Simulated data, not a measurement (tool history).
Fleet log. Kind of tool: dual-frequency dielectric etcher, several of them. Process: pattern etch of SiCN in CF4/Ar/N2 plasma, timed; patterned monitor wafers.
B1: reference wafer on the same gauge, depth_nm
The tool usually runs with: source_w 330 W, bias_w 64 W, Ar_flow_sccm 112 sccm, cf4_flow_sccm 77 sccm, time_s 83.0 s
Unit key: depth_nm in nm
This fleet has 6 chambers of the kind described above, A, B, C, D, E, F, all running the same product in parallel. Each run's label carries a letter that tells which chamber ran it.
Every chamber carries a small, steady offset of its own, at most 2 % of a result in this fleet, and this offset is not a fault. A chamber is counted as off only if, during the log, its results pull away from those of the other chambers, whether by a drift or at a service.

{"run": "1D", "hour": 7.4, "source_w": 330, "bias_w": 64, "Ar_flow_sccm": 112, "cf4_flow_sccm": 77, "time_s": 83.0, "B1": 43.756, "depth_nm": 51.81}
{"run": "2F", "hour": 17.1, "source_w": 330, "bias_w": 64, "Ar_flow_sccm": 112, "cf4_flow_sccm": 77, "time_s": 83.0, "B1": 43.727, "depth_nm": 51.53}
{"run": "3A", "hour": 25.7, "source_w": 330, "bias_w": 64, "Ar_flow_sccm": 112, "cf4_flow_sccm": 77, "time_s": 83.0, "B1": 43.689, "depth_nm": 52.088}
{"run": "4C", "hour": 34.3, "source_w": 330, "bias_w": 64, "Ar_flow_sccm": 112, "cf4_flow_sccm": 77, "time_s": 83.0, "B1": 43.656, "depth_nm": 51.754}
{"run": "5B", "hour": 39.8, "source_w": 330, "bias_w": 64, "Ar_flow_sccm": 112, "cf4_flow_sccm": 77, "time_s": 83.0, "B1": 43.653, "depth_nm": 52.513}
{"run": "6E", "hour": 49.0, "source_w": 330, "bias_w": 64, "Ar_flow_sccm": 112, "cf4_flow_sccm": 77, "time_s": 83.0, "B1": 43.704, "depth_nm": 51.024}
{"run": "7D", "hour": 59.7, "source_w": 330, "bias_w": 64, "Ar_flow_sccm": 112, "cf4_flow_sccm": 95, "time_s": 63.5, "B1": 43.687, "depth_nm": 41.283}
{"hour": 62.4, "done": "chamber F: bias power generator calibrated"}
{"run": "8C", "hour": 67.3, "source_w": 330, "bias_w": 64, "Ar_flow_sccm": 112, "cf4_flow_sccm": 95, "time_s": 63.5, "B1": 43.733, "depth_nm": 40.881}
{"run": "9A", "hour": 75.6, "source_w": 330, "bias_w": 64, "Ar_flow_sccm": 112, "cf4_flow_sccm": 95, "time_s": 63.5, "B1": 43.64, "depth_nm": 40.716}
{"run": "10E", "hour": 86.2, "source_w": 330, "bias_w": 64, "Ar_flow_sccm": 112, "cf4_flow_sccm": 95, "time_s": 63.5, "B1": 43.726, "depth_nm": 40.307}
{"run": "11B", "hour": 93.0, "source_w": 330, "bias_w": 64, "Ar_flow_sccm": 112, "cf4_flow_sccm": 95, "time_s": 63.5, "B1": 43.686, "depth_nm": 41.35}
{"run": "12F", "hour": 103.0, "source_w": 330, "bias_w": 64, "Ar_flow_sccm": 112, "cf4_flow_sccm": 95, "time_s": 63.5, "B1": 43.713, "depth_nm": 41.327}
{"run": "13A", "hour": 111.7, "source_w": 330, "bias_w": 64, "Ar_flow_sccm": 112, "cf4_flow_sccm": 77, "time_s": 83.0, "B1": 43.669, "depth_nm": 51.952}
{"run": "14F", "hour": 117.0, "source_w": 330, "bias_w": 64, "Ar_flow_sccm": 112, "cf4_flow_sccm": 77, "time_s": 83.0, "B1": 43.666, "depth_nm": 52.222}
{"run": "15C", "hour": 124.7, "source_w": 330, "bias_w": 64, "Ar_flow_sccm": 112, "cf4_flow_sccm": 77, "time_s": 83.0, "B1": 43.722, "depth_nm": 51.557}
{"run": "16B", "hour": 130.8, "source_w": 330, "bias_w": 64, "Ar_flow_sccm": 112, "cf4_flow_sccm": 77, "time_s": 83.0, "B1": 43.734, "depth_nm": 52.32}
{"run": "17D", "hour": 135.8, "source_w": 330, "bias_w": 64, "Ar_flow_sccm": 112, "cf4_flow_sccm": 71, "time_s": 83.0, "B1": 43.652, "depth_nm": 51.222}
{"run": "18E", "hour": 142.5, "source_w": 330, "bias_w": 64, "Ar_flow_sccm": 112, "cf4_flow_sccm": 71, "time_s": 83.0, "B1": 43.639, "depth_nm": 50.818}
{"run": "19A", "hour": 152.9, "source_w": 330, "bias_w": 64, "Ar_flow_sccm": 112, "cf4_flow_sccm": 71, "time_s": 83.0, "B1": 43.714, "depth_nm": 51.014}
{"run": "20B", "hour": 162.5, "source_w": 330, "bias_w": 64, "Ar_flow_sccm": 112, "cf4_flow_sccm": 71, "time_s": 83.0, "B1": 43.713, "depth_nm": 50.981}
{"run": "21D", "hour": 168.3, "source_w": 330, "bias_w": 64, "Ar_flow_sccm": 112, "cf4_flow_sccm": 71, "time_s": 83.0, "B1": 43.726, "depth_nm": 50.896}
{"run": "22C", "hour": 178.2, "source_w": 330, "bias_w": 64, "Ar_flow_sccm": 112, "cf4_flow_sccm": 71, "time_s": 83.0, "B1": 43.652, "depth_nm": 51.072}
{"run": "23E", "hour": 184.7, "source_w": 330, "bias_w": 64, "Ar_flow_sccm": 112, "cf4_flow_sccm": 77, "time_s": 83.0, "B1": 43.704, "depth_nm": 50.911}
{"run": "24F", "hour": 190.7, "source_w": 330, "bias_w": 64, "Ar_flow_sccm": 112, "cf4_flow_sccm": 77, "time_s": 83.0, "B1": 43.676, "depth_nm": 51.698}
{"run": "25C", "hour": 195.6, "source_w": 330, "bias_w": 64, "Ar_flow_sccm": 112, "cf4_flow_sccm": 77, "time_s": 83.0, "B1": 43.72, "depth_nm": 52.065}
{"run": "26B", "hour": 204.6, "source_w": 330, "bias_w": 64, "Ar_flow_sccm": 89, "cf4_flow_sccm": 77, "time_s": 83.0, "B1": 43.719, "depth_nm": 53.868}
{"run": "27A", "hour": 214.6, "source_w": 330, "bias_w": 64, "Ar_flow_sccm": 89, "cf4_flow_sccm": 77, "time_s": 83.0, "B1": 43.719, "depth_nm": 53.857}
{"run": "28E", "hour": 224.7, "source_w": 330, "bias_w": 64, "Ar_flow_sccm": 89, "cf4_flow_sccm": 77, "time_s": 83.0, "B1": 43.718, "depth_nm": 51.729}
{"run": "29D", "hour": 233.5, "source_w": 330, "bias_w": 64, "Ar_flow_sccm": 89, "cf4_flow_sccm": 77, "time_s": 83.0, "B1": 43.731, "depth_nm": 54.7}
{"run": "30F", "hour": 239.1, "source_w": 330, "bias_w": 64, "Ar_flow_sccm": 89, "cf4_flow_sccm": 77, "time_s": 83.0, "B1": 43.735, "depth_nm": 53.232}
{"run": "31C", "hour": 249.3, "source_w": 330, "bias_w": 64, "Ar_flow_sccm": 89, "cf4_flow_sccm": 77, "time_s": 83.0, "B1": 43.744, "depth_nm": 54.12}
{"run": "32B", "hour": 257.1, "source_w": 330, "bias_w": 64, "Ar_flow_sccm": 112, "cf4_flow_sccm": 77, "time_s": 83.0, "B1": 43.648, "depth_nm": 52.423}
{"run": "33E", "hour": 265.7, "source_w": 330, "bias_w": 64, "Ar_flow_sccm": 112, "cf4_flow_sccm": 77, "time_s": 83.0, "B1": 43.652, "depth_nm": 49.953}
{"run": "34D", "hour": 276.1, "source_w": 330, "bias_w": 64, "Ar_flow_sccm": 112, "cf4_flow_sccm": 77, "time_s": 83.0, "B1": 43.681, "depth_nm": 52.444}
{"run": "35F", "hour": 282.1, "source_w": 330, "bias_w": 64, "Ar_flow_sccm": 112, "cf4_flow_sccm": 77, "time_s": 83.0, "B1": 43.745, "depth_nm": 52.334}
{"run": "36A", "hour": 289.1, "source_w": 330, "bias_w": 64, "Ar_flow_sccm": 112, "cf4_flow_sccm": 77, "time_s": 83.0, "B1": 43.695, "depth_nm": 51.651}

Read the log: is a single chamber off, either drifting away or since a service, is the gauge that measures every chamber drifting, or is nothing wrong beyond small per-chamber offsets? Name any odd chamber and what most likely caused it.

Chamber E drifts away from the others.
Most likely cause: etch rate under this chamber's usual, % = 3.9.
The log might look much the same if the cause were instead: source power that arrives under what is set, %.

Chamber E could run next with any of the 4 candidate recipes listed below; each alters the usual settings, and their results appear as question marks. Which one brings its results back in line with what the other chambers deliver on the usual settings?
To be in line, a result may differ from the other chambers' mean on the usual settings by at most: depth_nm 1.000 nm
{"run": "37E-1", "hour": 296.8, "source_w": 340, "bias_w": 64, "Ar_flow_sccm": 112, "cf4_flow_sccm": 77, "time_s": 85.5, "depth_nm": "?"}
{"run": "37E-2", "hour": 296.8, "source_w": 320, "bias_w": 64, "Ar_flow_sccm": 112, "cf4_flow_sccm": 77, "time_s": 80.5, "depth_nm": "?"}
{"run": "37E-3", "hour": 296.8, "source_w": 330, "bias_w": 64, "Ar_flow_sccm": 112, "cf4_flow_sccm": 77, "time_s": 90.0, "depth_nm": "?"}
{"run": "37E-4", "hour": 296.8, "source_w": 330, "bias_w": 64, "Ar_flow_sccm": 113, "cf4_flow_sccm": 77, "time_s": 76.0, "depth_nm": "?"}

Average result of the remaining chambers running the usual settings: depth_nm 51.997 nm
run=37E-1 depth_nm=52.075
run=37E-2 depth_nm=46.449
run=37E-3 depth_nm=53.376
run=37E-4 depth_nm=45.011
37E-1 puts the chamber back in line with the other chambers.
